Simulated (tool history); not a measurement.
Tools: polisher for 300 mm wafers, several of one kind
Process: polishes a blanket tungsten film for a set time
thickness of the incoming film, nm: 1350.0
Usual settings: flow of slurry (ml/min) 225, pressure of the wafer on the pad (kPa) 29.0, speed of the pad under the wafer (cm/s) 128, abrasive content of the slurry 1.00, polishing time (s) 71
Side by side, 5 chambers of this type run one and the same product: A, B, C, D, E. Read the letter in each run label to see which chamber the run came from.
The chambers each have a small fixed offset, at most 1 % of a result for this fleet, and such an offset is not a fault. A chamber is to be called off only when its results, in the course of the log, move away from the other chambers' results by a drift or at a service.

| run | hour | flow of slurry (ml/min) | pressure of the wafer on the pad (kPa) | speed of the pad under the wafer (cm/s) | abrasive content of the slurry | polishing time (s) | film removed (angstrom) |
|---|---|---|---|---|---|---|---|
| 1D | 3.1 | 225 | 29.0 | 128 | 1.00 | 71 | 4748.0 |
| 2C | 7.3 | 225 | 29.0 | 128 | 1.00 | 71 | 4693.6 |
|  | 8.7 | chamber C: slurry tank refilled with fresh slurry and peroxide |
| 3E | 11.7 | 225 | 29.0 | 128 | 1.00 | 71 | 4751.3 |
| 4A | 14.6 | 225 | 29.0 | 128 | 1.00 | 71 | 4690.2 |
| 5B | 17.5 | 225 | 29.0 | 128 | 1.00 | 71 | 4686.1 |
| 6B | 20.5 | 225 | 29.0 | 128 | 1.00 | 71 | 4704.2 |
|  | 20.7 | chamber A: slurry nozzle cleaned |
| 7C | 25.0 | 225 | 29.0 | 128 | 1.00 | 71 | 4742.1 |
|  | 25.3 | chamber A: slurry tank refilled with fresh slurry and peroxide |
| 8E | 27.7 | 225 | 29.0 | 128 | 1.00 | 71 | 4736.1 |
| 9D | 32.5 | 225 | 29.0 | 128 | 1.00 | 71 | 4735.3 |
| 10A | 34.9 | 225 | 29.0 | 128 | 1.00 | 71 | 4705.4 |
| 11A | 37.9 | 225 | 29.0 | 128 | 1.00 | 71 | 4702.7 |
|  | 40.8 | chamber B: worn pad replaced by a new one |
| 12E | 42.5 | 225 | 29.0 | 128 | 0.85 | 71 | 4618.5 |
|  | 44.7 | chamber C: worn pad replaced by a new one |
| 13D | 46.6 | 225 | 29.0 | 128 | 0.85 | 71 | 4396.0 |
| 14C | 50.7 | 225 | 29.0 | 128 | 0.85 | 71 | 4485.6 |
|  | 50.8 | chamber E: slurry blender recalibrated |
|  | 51.9 | chamber A: worn pad replaced by a new one |
| 15B | 54.5 | 225 | 29.0 | 128 | 0.85 | 71 | 4527.6 |
|  | 57.5 | chamber D: slurry tank refilled with fresh slurry and peroxide |
|  | 57.9 | chamber D: worn pad replaced by a new one |
| 16C | 59.5 | 225 | 29.0 | 128 | 0.85 | 71 | 4487.8 |
|  | 62.0 | chamber B: slurry tank refilled with fresh slurry and peroxide |
| 17A | 64.5 | 225 | 29.0 | 128 | 1.00 | 71 | 4597.4 |
| 18E | 69.8 | 225 | 29.0 | 128 | 1.00 | 71 | 4723.7 |
| 19D | 73.5 | 225 | 29.0 | 128 | 1.00 | 71 | 4606.2 |
|  | 74.8 | chamber C: slurry blender recalibrated |
| 20B | 77.1 | 225 | 29.0 | 128 | 1.00 | 71 | 4641.1 |
| 21C | 80.1 | 225 | 29.0 | 128 | 1.00 | 71 | 4634.0 |
|  | 83.7 | chamber C: slurry tank refilled with fresh slurry and peroxide |
| 22E | 84.3 | 280 | 29.0 | 128 | 1.00 | 95 | 6486.1 |
|  | 87.3 | chamber E: slurry tank refilled with fresh slurry and peroxide |
| 23A | 88.6 | 280 | 29.0 | 128 | 1.00 | 95 | 6366.8 |
|  | 90.6 | chamber A: slurry tank refilled with fresh slurry and peroxide |
| 24B | 91.9 | 280 | 29.0 | 128 | 1.00 | 95 | 6356.7 |
|  | 92.1 | chamber C: slurry nozzle cleaned |
|  | 94.6 | chamber C: worn pad replaced by a new one |
| 25D | 95.6 | 280 | 29.0 | 128 | 1.00 | 95 | 6062.8 |
| 26B | 98.8 | 280 | 29.0 | 128 | 1.00 | 95 | 6404.2 |
|  | 103.6 | chamber E: worn pad replaced by a new one |
| 27A | 104.0 | 225 | 29.0 | 128 | 1.00 | 71 | 4724.6 |
| 28E | 108.0 | 225 | 29.0 | 128 | 1.20 | 82 | 5713.2 |
| 29C | 110.4 | 225 | 29.0 | 128 | 1.20 | 82 | 5589.4 |
| 30D | 114.8 | 225 | 29.0 | 128 | 1.20 | 82 | 5203.0 |
| 31A | 120.0 | 225 | 29.0 | 128 | 1.20 | 82 | 5581.7 |
| 32C | 123.1 | 225 | 29.0 | 128 | 1.20 | 82 | 5647.8 |
| 33E | 125.5 | 225 | 29.0 | 128 | 1.00 | 71 | 4842.7 |

One chamber off, gauge drift, or nothing amiss beyond the chambers' own small offsets? If it is a chamber, which one, and what is the likeliest cause?

One chamber, D, drifts off from the rest bit by bit.
Most likely cause: abrasive missing from the slurry, % = 34.8.
From this log alone, it may not be told apart from: head's pressure below its setpoint, %.

Below are 4 candidate recipes for chamber D's next run, each the usual settings with a change, their results shown as question marks. Which of them brings D's results back in line with what the other chambers give on the usual settings?
A result is in line if it is within this distance of the other chambers' mean on the usual settings: film removed (angstrom) 140.0
| 34D-1 | 129.4 | 225 | 29.0 | 152 | 1.00 | 71 | ? |
| 34D-2 | 129.4 | 220 | 29.0 | 116 | 1.00 | 71 | ? |
| 34D-3 | 129.4 | 225 | 26.2 | 118 | 1.00 | 71 | ? |
| 34D-4 | 129.4 | 225 | 29.0 | 134 | 1.00 | 75 | ? |

Usual-settings mean across the other chambers: film removed (angstrom) 4687.2
| run | film removed (angstrom) |
|---|---|
| 34D-1 | 5031.3 |
| 34D-2 | 3830.7 |
| 34D-3 | 3535.2 |
| 34D-4 | 4686.4 |
34D-4 puts the chamber back in line with the other chambers.
